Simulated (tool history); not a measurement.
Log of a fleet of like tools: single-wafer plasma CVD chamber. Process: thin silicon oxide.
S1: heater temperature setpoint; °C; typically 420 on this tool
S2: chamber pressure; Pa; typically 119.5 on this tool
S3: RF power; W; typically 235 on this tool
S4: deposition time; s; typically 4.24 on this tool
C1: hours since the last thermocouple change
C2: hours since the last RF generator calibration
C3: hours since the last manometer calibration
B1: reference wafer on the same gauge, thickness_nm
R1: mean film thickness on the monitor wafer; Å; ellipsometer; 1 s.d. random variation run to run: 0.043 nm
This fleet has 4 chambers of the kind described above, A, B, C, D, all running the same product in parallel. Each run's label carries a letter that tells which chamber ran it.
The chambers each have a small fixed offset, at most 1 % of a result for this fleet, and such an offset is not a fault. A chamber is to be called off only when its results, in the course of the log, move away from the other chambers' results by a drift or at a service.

run    day   S1     S2   S3    S4      C1      C2      C3      B1      R1
 1B  0.342  420  119.5  235  4.24    41.7   721.3   803.8  6.1443  76.768
 2C  0.638  420  119.5  235  4.24   376.5   890.4   825.5  6.1400  76.298
 3D  0.875  420  119.5  235  4.24  1192.0   841.4   764.6  6.1345  76.541
 4A  1.188  420  119.5  235  4.24  1899.5  1010.8  1731.9  6.1398  75.954
 5D  1.425  420  119.5  200  4.24  1205.2   854.6   777.8  6.1474  70.682
 6A  1.671  420  119.5  200  4.24  1911.1  1022.4  1743.5  6.1401  70.725
 7B  1.946  420  119.5  200  4.24    80.2   759.8   842.3  6.1358  71.481
 8C  2.262  420  119.5  200  4.24   415.5   929.4   864.5  6.1391  71.309
 9A  2.508  420  119.5  205  4.24  1931.2  1042.5  1763.6  6.1362  71.478
     2.608  -- chamber C: RF generator calibrated
10D  2.846  420  119.5  205  4.24  1239.3   888.7   811.9  6.1305  71.532
11B  3.029  420  119.5  205  4.24   106.2   785.8   868.3  6.1450  72.497
12C  3.358  420  119.5  205  4.24   441.8    18.1   890.8  6.1402  71.431
13C  3.538  420  119.5  235  4.24   446.1    22.4   895.1  6.1447  76.512
14D  3.704  420  119.5  235  4.24  1259.9   909.3   832.5  6.1494  76.220
15B  4.008  420  119.5  235  4.24   129.7   809.3   891.8  6.1276  76.570
16A  4.225  420  119.5  235  4.24  1972.4  1083.7  1804.8  6.1431  76.658
17C  4.508  420  119.5  235  4.24   469.4    45.7   918.4  6.1430  76.248
     4.667  -- chamber C: capacitance manometer re-zeroed and calibrated
18B  4.804  420  143.9  195  4.24   148.8   828.4   910.9  6.1474  80.173
19D  5.079  420  143.9  195  4.24  1292.9   942.3   865.5  6.1321  80.547
20A  5.262  420  143.9  195  4.24  1997.3  1108.6  1829.7  6.1462  80.225
21C  5.471  420  143.9  195  4.24   492.5    68.8    19.4  6.1415  83.375
22B  5.767  420  119.5  235  4.24   171.9   851.5   934.0  6.1402  76.701
23D  5.933  420  119.5  235  4.24  1313.4   962.8   886.0  6.1415  76.524
24A  6.129  420  119.5  235  4.24  2018.1  1129.4  1850.5  6.1393  76.296
25C  6.292  420  119.5  235  4.24   512.2    88.5    39.1  6.1479  80.829
26D  6.538  420  119.5  235  4.24  1327.9   977.3   900.5  6.1482  76.821
27A  6.788  420  119.5  235  4.24  2033.9  1145.2  1866.3  6.1530  76.080
28B  7.100  420  119.5  235  4.24   203.9   883.5   966.0  6.1391  76.726
     7.242  -- chamber D: thermocouple changed; heater temperature recalibrated
29D  7.404  420  119.5  235  4.24     3.9   998.1   921.3  6.1390  76.930
30C  7.562  420  119.5  235  4.24   542.7   119.0    69.6  6.1399  79.536
31A  7.888  420  119.5  235  4.24  2060.3  1171.6  1892.7  6.1365  76.050
32B  8.046  420  119.5  235  4.24   226.6   906.2   988.7  6.1333  76.980
33B  8.321  420  119.5  235  4.24   233.2   912.8   995.3  6.1426  76.394
34D  8.621  420  119.5  235  4.24    33.1  1027.3   950.5  6.1373  76.143
35A  8.925  420  119.5  235  4.24  2085.2  1196.5  1917.6  6.1433  75.660
36C  9.221  420  119.5  235  4.24   582.5   158.8   109.4  6.1384  79.806
37C  9.454  420  119.5  235  4.24   588.1   164.4   115.0  6.1459  80.544
38A  9.783  420  119.5  235  4.24  2105.8  1217.1  1938.2  6.1483  76.312

Does one chamber stand apart from the rest, does the shared gauge drift, or is all well apart from small per-chamber offsets? Give the chamber and the most likely cause, where there is one.

A service left chamber C off against the others.
What lies behind it: true pressure above the setpoint (%) = 5.75.

Here are 4 candidates for chamber C's next run, each the usual settings with a change, their results left as question marks. Which one brings its results back in line with what the others give on the usual settings?
A result is in line if it is within this distance of the other chambers' mean on the usual settings: R1 1.500 Å
39C-1  10.025  420  122.7  235  4.33                   ?
39C-2  10.025  420  125.1  240  4.40                   ?
39C-3  10.025  420  119.5  235  4.04                   ?
39C-4  10.025  420  113.3  235  4.07                   ?

The mean the other chambers reach with the usual settings: R1 76.455 Å
  run      R1
39C-1  83.642
39C-2  86.967
39C-3  76.297
39C-4  73.460
It is 39C-3 that realigns the chamber with its peers.

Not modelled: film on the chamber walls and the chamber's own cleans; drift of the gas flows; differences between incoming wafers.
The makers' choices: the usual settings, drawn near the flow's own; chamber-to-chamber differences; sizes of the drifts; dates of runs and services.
